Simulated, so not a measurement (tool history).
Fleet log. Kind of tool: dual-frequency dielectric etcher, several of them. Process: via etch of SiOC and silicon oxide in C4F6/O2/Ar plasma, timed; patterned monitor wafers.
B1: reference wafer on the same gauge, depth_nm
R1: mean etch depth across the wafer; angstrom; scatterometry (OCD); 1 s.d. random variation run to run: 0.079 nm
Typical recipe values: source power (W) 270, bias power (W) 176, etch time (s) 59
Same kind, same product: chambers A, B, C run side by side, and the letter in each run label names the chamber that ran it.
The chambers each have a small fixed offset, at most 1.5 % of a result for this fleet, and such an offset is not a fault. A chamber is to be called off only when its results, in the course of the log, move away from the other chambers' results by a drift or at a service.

Run 1B, hour 7.9: usual settings; B1 65.665. Result: R1 571.84 angstrom.
Run 2C, hour 14.2: usual settings; B1 65.675. Result: R1 571.81 angstrom.
Run 3A, hour 23.9: usual settings; B1 65.659. Result: R1 560.56 angstrom.
Run 4B, hour 29.5: usual settings; B1 65.644. Result: R1 570.11 angstrom.
Run 5A, hour 36.9: usual settings; B1 65.632. Result: R1 560.40 angstrom.
Run 6C, hour 44.1: usual settings; B1 65.606. Result: R1 572.71 angstrom.
Run 7B, hour 53.2: usual settings; B1 65.602. Result: R1 570.29 angstrom.
Run 8C, hour 58.8: usual settings but source power (W) 300, etch time (s) 74; B1 65.578. Result: R1 747.15 angstrom.
Run 9A, hour 64.7: usual settings but source power (W) 300, etch time (s) 74; B1 65.580. Result: R1 730.85 angstrom.
Run 10A, hour 71.1: usual settings but source power (W) 300, etch time (s) 74; B1 65.558. Result: R1 730.72 angstrom.
Run 11C, hour 78.1: usual settings; B1 65.537. Result: R1 571.29 angstrom.
Run 12B, hour 87.8: usual settings; B1 65.515. Result: R1 570.03 angstrom.
Run 13A, hour 92.7: usual settings; B1 65.523. Result: R1 560.00 angstrom.
Run 14C, hour 102.0: usual settings; B1 65.520. Result: R1 572.62 angstrom.
Run 15B, hour 111.6: usual settings; B1 65.488. Result: R1 569.05 angstrom.
Run 16C, hour 119.8: usual settings; B1 65.467. Result: R1 571.58 angstrom.
Run 17B, hour 130.0: usual settings; B1 65.457. Result: R1 570.01 angstrom.
At hour 132.7: chamber B: wet clean of the chamber.
Run 18A, hour 140.0: usual settings; B1 65.439. Result: R1 558.11 angstrom.
Run 19C, hour 146.0: usual settings; B1 65.428. Result: R1 571.13 angstrom.
Run 20B, hour 152.7: usual settings; B1 65.410. Result: R1 570.06 angstrom.
Run 21A, hour 159.5: usual settings; B1 65.427. Result: R1 557.98 angstrom.
At hour 160.3: chamber A: wet clean of the chamber.
Run 22C, hour 166.5: usual settings; B1 65.369. Result: R1 570.58 angstrom.
Run 23B, hour 175.2: usual settings but bias power (W) 159; B1 65.378. Result: R1 548.77 angstrom.
Run 24A, hour 184.1: usual settings but bias power (W) 159; B1 65.355. Result: R1 539.40 angstrom.
Run 25C, hour 193.8: usual settings but bias power (W) 159; B1 65.350. Result: R1 552.41 angstrom.

One chamber off, gauge drift, or nothing amiss beyond the chambers' own small offsets? If it is a chamber, which one, and what is the likeliest cause?

Gauge drift. The chambers move together only on paper, and none stands off.
Most likely cause: gauge reads low (%) = 0.574.

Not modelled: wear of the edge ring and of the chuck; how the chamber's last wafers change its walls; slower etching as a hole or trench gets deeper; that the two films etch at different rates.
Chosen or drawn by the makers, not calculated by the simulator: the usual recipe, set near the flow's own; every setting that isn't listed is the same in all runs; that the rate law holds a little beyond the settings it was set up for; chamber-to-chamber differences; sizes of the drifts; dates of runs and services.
